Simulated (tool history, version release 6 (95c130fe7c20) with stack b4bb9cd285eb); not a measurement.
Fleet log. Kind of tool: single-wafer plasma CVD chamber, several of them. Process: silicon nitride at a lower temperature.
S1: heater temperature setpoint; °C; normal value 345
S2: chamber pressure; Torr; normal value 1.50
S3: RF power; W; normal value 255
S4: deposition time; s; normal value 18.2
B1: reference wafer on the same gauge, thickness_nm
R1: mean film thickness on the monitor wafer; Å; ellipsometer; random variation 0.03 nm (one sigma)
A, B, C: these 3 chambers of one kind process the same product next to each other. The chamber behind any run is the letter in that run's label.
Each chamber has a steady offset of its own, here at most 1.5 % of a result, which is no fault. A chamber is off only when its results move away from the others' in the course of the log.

Run 1C, hour 7.5: usual settings; B1 16.899. Result: R1 186.59 Å.
Run 2B, hour 18.7: usual settings; B1 16.896. Result: R1 190.15 Å.
Run 3A, hour 29.3: usual settings; B1 16.891. Result: R1 190.19 Å.
Run 4C, hour 42.3: usual settings; B1 16.878. Result: R1 186.34 Å.
Run 5B, hour 54.2: usual settings; B1 16.879. Result: R1 190.44 Å.
Run 6A, hour 68.9: usual settings; B1 16.873. Result: R1 189.79 Å.
Run 7A, hour 81.1: usual settings; B1 16.871. Result: R1 189.71 Å.
Run 8B, hour 89.0: usual settings but S2 1.65 Torr; B1 16.872. Result: R1 195.07 Å.
At hour 100.9: chamber B: capacitance manometer re-zeroed and calibrated.
Run 9C, hour 102.0: usual settings but S2 1.65 Torr; B1 16.863. Result: R1 191.43 Å.
Run 10B, hour 116.6: usual settings but S2 1.65 Torr; B1 16.863. Result: R1 195.19 Å.
Run 11A, hour 123.7: usual settings; B1 16.858. Result: R1 189.06 Å.
Run 12C, hour 132.7: usual settings; B1 16.861. Result: R1 185.83 Å.
Run 13A, hour 146.2: usual settings; B1 16.854. Result: R1 189.03 Å.
At hour 155.6: chamber B: thermocouple changed; heater temperature recalibrated.
Run 14C, hour 156.2: usual settings; B1 16.844. Result: R1 186.00 Å.
Run 15B, hour 171.7: usual settings; B1 16.841. Result: R1 189.67 Å.
Run 16B, hour 183.8: usual settings but S1 333 °C, S4 14.9 s; B1 16.838. Result: R1 156.17 Å.
Run 17C, hour 193.3: usual settings but S1 333 °C, S4 14.9 s; B1 16.835. Result: R1 152.41 Å.
Run 18A, hour 203.4: usual settings but S1 333 °C, S4 14.9 s; B1 16.830. Result: R1 155.77 Å.
Run 19C, hour 217.7: usual settings; B1 16.821. Result: R1 185.72 Å.
Run 20B, hour 232.2: usual settings; B1 16.829. Result: R1 188.87 Å.
Run 21A, hour 241.8: usual settings; B1 16.817. Result: R1 188.73 Å.
Run 22C, hour 256.9: usual settings; B1 16.812. Result: R1 185.87 Å.
Run 23A, hour 265.6: usual settings; B1 16.813. Result: R1 189.03 Å.
Run 24B, hour 275.6: usual settings; B1 16.808. Result: R1 189.81 Å.
Run 25A, hour 282.8: usual settings; B1 16.801. Result: R1 189.24 Å.
Run 26C, hour 296.3: usual settings; B1 16.799. Result: R1 185.57 Å.
Run 27B, hour 306.3: usual settings; B1 16.798. Result: R1 188.44 Å.
Run 28A, hour 315.4: usual settings; B1 16.791. Result: R1 188.66 Å.

The same settings go to every chamber for the next run, one line per chamber below. Forecast the results for each:
Run 29A, hour 326.9: usual settings but S3 295 W. Result: R1 ?.
Run 29B, hour 326.9: usual settings but S3 295 W. Result: R1 ?.
Run 29C, hour 326.9: usual settings but S3 295 W. Result: R1 ?.

run      R1
29A  209.16
29B  208.84
29C  204.83
